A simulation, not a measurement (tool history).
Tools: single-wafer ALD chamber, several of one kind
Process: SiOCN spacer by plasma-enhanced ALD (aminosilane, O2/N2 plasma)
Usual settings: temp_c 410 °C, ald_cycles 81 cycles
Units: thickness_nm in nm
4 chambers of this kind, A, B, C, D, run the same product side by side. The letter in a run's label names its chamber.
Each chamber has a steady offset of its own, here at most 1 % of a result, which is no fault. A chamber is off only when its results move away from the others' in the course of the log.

run   hour  temp_c  ald_cycles  hours since the last thermocouple change  read-back reference wafer on the same gauge, thickness_nm  thickness_nm
 1C    3.2     410          81                                     282.9                                                     5.6612        4.7635
 2B    5.5     410          81                                    1220.9                                                      5.659        4.7657
 3A    8.4     410          81                                     426.8                                                     5.6593        4.7197
 4D     12     410          81                                     287.9                                                     5.6561        4.6905
 5C   14.3     410          81                                       294                                                     5.6567        4.7532
 6A   17.1     410          81                                     435.5                                                     5.6555        4.7155
 7B   21.2     402          97                                    1236.6                                                     5.6555        5.8487
 8D   23.9     402          97                                     299.8                                                     5.6537        5.7663
 9A   27.4     402          97                                     445.8                                                     5.6538        5.7823
10D   29.4     402          97                                     305.3                                                     5.6519        5.7694
11B   31.5     410          81                                    1246.9                                                     5.6525        4.7536
12C   33.7     410          81                                     313.4                                                     5.6522        4.7494
13A   37.5     418          81                                     455.9                                                     5.6496        4.5908
14B     41     418          81                                    1256.4                                                      5.649        4.6481
15D   44.5     418          81                                     320.4                                                      5.648        4.5794
16C   46.5     418          81                                     326.2                                                     5.6482        4.6324
17D   49.3     415          81                                     325.2                                                     5.6463        4.6326
      50.7  -- chamber B: thermocouple changed; heater temperature recalibrated
18C   51.3     415          81                                       331                                                     5.6474         4.673
19A   53.2     415          81                                     471.6                                                     5.6459        4.6323
20B   56.8     415          81                                       6.2                                                     5.6448        4.6739
21C   60.8     396          97                                     340.5                                                     5.6454        5.8562
22B   63.3     396          97                                      12.7                                                     5.6442        5.8661
23D   65.9     396          97                                     341.8                                                     5.6444        5.7835
24A   69.7     396          97                                     488.1                                                     5.6415        5.8243
25D   72.4     410          81                                     348.3                                                      5.641         4.697
26B   75.4     410          81                                      24.8                                                     5.6386        4.7438
27C   79.2     410          81                                     358.9                                                     5.6386         4.727
28A   82.1     410          81                                     500.5                                                     5.6392        4.6934
29C   86.3     410          81                                       366                                                     5.6389        4.7215
30A   89.6     410          81                                       508                                                     5.6345        4.6963
31D   93.5     410          81                                     369.4                                                     5.6337        4.6815
32B   96.1     398          89                                      45.5                                                     5.6328        5.3679
33D   98.7     398          89                                     374.6                                                     5.6346        5.3111
34C  102.6     398          89                                     382.3                                                     5.6324        5.3546
35B    105     398          89                                      54.4                                                     5.6326        5.3763
36A  109.1     410          81                                     527.5                                                     5.6315        4.6934

Next, every chamber runs the same settings. What will each give?
37A  112.1     410          93                                                                                                                  ?
37B  112.1     410          93                                                                                                                  ?
37C  112.1     410          93                                                                                                                  ?
37D  112.1     410          93                                                                                                                  ?

run  thickness_nm
37A        5.3863
37B        5.4263
37C        5.4321
37D        5.3778
